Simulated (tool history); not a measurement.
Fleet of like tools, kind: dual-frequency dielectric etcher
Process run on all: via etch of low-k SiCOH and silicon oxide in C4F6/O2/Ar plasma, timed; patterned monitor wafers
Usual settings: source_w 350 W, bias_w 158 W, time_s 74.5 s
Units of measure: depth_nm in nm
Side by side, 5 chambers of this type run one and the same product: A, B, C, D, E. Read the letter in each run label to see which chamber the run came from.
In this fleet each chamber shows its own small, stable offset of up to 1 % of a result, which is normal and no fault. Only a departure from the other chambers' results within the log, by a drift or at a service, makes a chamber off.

run   hour  source_w  bias_w  time_s  hours since the last wet clean  hours since the last source power generator calibration  hours since the last bias power generator calibration  read-back reference wafer on the same gauge, depth_nm  depth_nm
 1D    7.6       350     158    74.5                           210.7                                                    658.2                                                  989.6                                                 167.99    190.66
 2C   12.6       350     158    74.5                           139.6                                                    847.1                                                  602.4                                                 168.07    191.54
 3B   17.8       350     158    74.5                           254.7                                                   3076.8                                                 1144.3                                                 168.06    190.39
 4A   25.8       350     158    74.5                           383.1                                                    197.5                                                 3171.4                                                 168.11    189.45
 5E   30.4       350     158    74.5                           331.9                                                   1923.7                                                 2526.0                                                 168.08    189.25
 6C   39.5       350     158    74.5                           166.5                                                    874.0                                                  629.3                                                 168.16    191.71
 7E   45.9       350     158    74.5                           347.4                                                   1939.2                                                 2541.5                                                 168.19    189.47
 8A   55.1       350     158    74.5                           412.4                                                    226.8                                                 3200.7                                                 168.15    189.59
 9D   62.2       350     158    74.5                           265.3                                                    712.8                                                 1044.2                                                 168.23    190.96
10B   70.9       350     158    74.5                           307.8                                                   3129.9                                                 1197.4                                                 168.22    190.83
11C   79.9       350     158    74.5                           206.9                                                    914.4                                                  669.7                                                 168.24    191.79
12A   89.2       350     158    74.5                           446.5                                                    260.9                                                 3234.8                                                 168.26    189.45
      94.6  -- chamber B: wet clean of the chamber
13E   98.4       310     158    93.5                           399.9                                                   1991.7                                                 2594.0                                                 168.34    226.78
14B  103.5       310     158    93.5                             9.0                                                   3162.5                                                 1230.0                                                 168.38    228.43
15D  107.6       310     158    93.5                           310.7                                                    758.2                                                 1089.6                                                 168.39    229.40
16E  115.6       310     158    93.5                           417.1                                                   2008.9                                                 2611.2                                                 168.40    227.06
     117.4  -- chamber A: wet clean of the chamber
17C  124.9       310     158    93.5                           251.9                                                    959.4                                                  714.7                                                 168.40    229.80
18B  129.3       350     158    74.5                            34.8                                                   3188.3                                                 1255.8                                                 168.47    190.78
19A  135.3       350     158    74.5                            17.9                                                    307.0                                                 3280.9                                                 168.50    189.53
20D  142.3       350     158    74.5                           345.4                                                    792.9                                                 1124.3                                                 168.46    191.38
21A  149.0       350     158    74.5                            31.6                                                    320.7                                                 3294.6                                                 168.53    189.85
22D  155.2       350     158    74.5                           358.3                                                    805.8                                                 1137.2                                                 168.51    191.56
23E  159.6       350     158    74.5                           461.1                                                   2052.9                                                 2655.2                                                 168.55    189.64
24B  164.3       350     158    74.5                            69.8                                                   3223.3                                                 1290.8                                                 168.59    190.84
25C  169.5       350     158    74.5                           296.5                                                   1004.0                                                  759.3                                                 168.58    191.69
26C  176.2       350     158    74.5                           303.2                                                   1010.7                                                  766.0                                                 168.60    191.99
27B  180.6       350     158    74.5                            86.1                                                   3239.6                                                 1307.1                                                 168.65    190.96
     185.9  -- chamber D: wet clean of the chamber
28A  188.0       350     158    74.5                            70.6                                                    359.7                                                 3333.6                                                 168.63    190.08
29E  196.4       350     158    74.5                           497.9                                                   2089.7                                                 2692.0                                                 168.68    190.34
30D  201.7       430     158    74.5                            15.9                                                    852.3                                                 1183.7                                                 168.70    207.64
31C  209.3       430     158    74.5                           336.3                                                   1043.8                                                  799.1                                                 168.71    207.73
32B  218.5       430     158    74.5                           124.0                                                   3277.5                                                 1345.0                                                 168.76    207.49

Is one chamber off against the others, does the gauge drift, or is nothing wrong? If a chamber is off, say which, and what the likeliest cause is.

The gauge drifts, so all chambers seem to drift together. No chamber is off.
Most likely cause: gauge reads high (%) = 0.468.

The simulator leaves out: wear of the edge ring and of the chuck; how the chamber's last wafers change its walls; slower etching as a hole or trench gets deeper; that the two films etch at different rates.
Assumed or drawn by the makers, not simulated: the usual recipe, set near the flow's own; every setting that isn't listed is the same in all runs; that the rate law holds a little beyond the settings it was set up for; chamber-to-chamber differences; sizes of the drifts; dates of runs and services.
